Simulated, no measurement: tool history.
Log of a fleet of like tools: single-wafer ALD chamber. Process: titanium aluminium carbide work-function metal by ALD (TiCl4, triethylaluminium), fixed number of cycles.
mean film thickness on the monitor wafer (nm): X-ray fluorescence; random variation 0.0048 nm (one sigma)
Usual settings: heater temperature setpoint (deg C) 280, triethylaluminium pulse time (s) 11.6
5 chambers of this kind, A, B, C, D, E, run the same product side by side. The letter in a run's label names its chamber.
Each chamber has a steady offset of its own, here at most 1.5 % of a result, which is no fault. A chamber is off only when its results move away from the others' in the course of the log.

run	hour	heater temperature setpoint (deg C)	triethylaluminium pulse time (s)	read-back reference wafer on the same gauge, thickness_nm	mean film thickness on the monitor wafer (nm)
1E	5.8	280	11.6	2.1489	1.8769
2A	11.2	280	11.6	2.1501	1.8641
3B	14.7	280	11.6	2.1493	1.8558
4D	21	280	11.6	2.1504	1.8597
# hour 25.6: chamber B: triethylaluminium bottle replaced
5C	26.4	280	11.6	2.149	1.8485
6E	31	266	14	2.15	1.7745
7D	35.9	266	14	2.1507	1.7529
8C	40.1	266	14	2.1503	1.7525
9A	46.1	266	14	2.1507	1.7592
10B	52.2	266	14	2.149	1.7589
11D	57.6	280	11.6	2.1507	1.8492
12C	60.6	280	11.6	2.15	1.8442
# hour 62.4: chamber E: triethylaluminium bottle replaced
13A	66.2	280	11.6	2.15	1.864
14B	73	273	11.6	2.1501	1.7903
15E	76.8	273	11.6	2.1501	1.8143
16B	79.9	273	11.6	2.1494	1.7976
17C	84.6	273	11.6	2.1505	1.7841
18A	88.4	273	11.6	2.1483	1.8036
19D	92.7	280	11.6	2.1498	1.8581
20E	98.1	280	11.6	2.1515	1.8651
21A	102.3	280	8.81	2.1498	1.7935
22B	107.8	280	8.81	2.1501	1.8032
23D	112.7	280	8.81	2.1493	1.7902
24C	118.4	280	8.81	2.1494	1.7911
25E	122.7	280	8.81	2.1506	1.8173
26D	127.3	280	11.6	2.1482	1.8495
27A	133.9	280	11.6	2.1503	1.8635
# hour 136.6: chamber D: thermocouple changed; heater temperature recalibrated
28C	139.1	290	8.7	2.1494	1.8824
29E	144.1	290	8.7	2.148	1.9016
30B	150.1	290	8.7	2.1504	1.8829
31A	154.3	290	8.7	2.1515	1.8827
32E	160.9	290	8.7	2.151	1.9006
33C	167.6	280	11.6	2.1488	1.8594
34B	173.1	280	11.6	2.1501	1.8532
35D	177.5	280	11.6	2.1484	1.8669

Is one chamber off against the others, does the gauge drift, or is nothing wrong? If a chamber is off, say which, and what the likeliest cause is.

No chamber stands off beyond its own small offset, and the gauge holds steady.

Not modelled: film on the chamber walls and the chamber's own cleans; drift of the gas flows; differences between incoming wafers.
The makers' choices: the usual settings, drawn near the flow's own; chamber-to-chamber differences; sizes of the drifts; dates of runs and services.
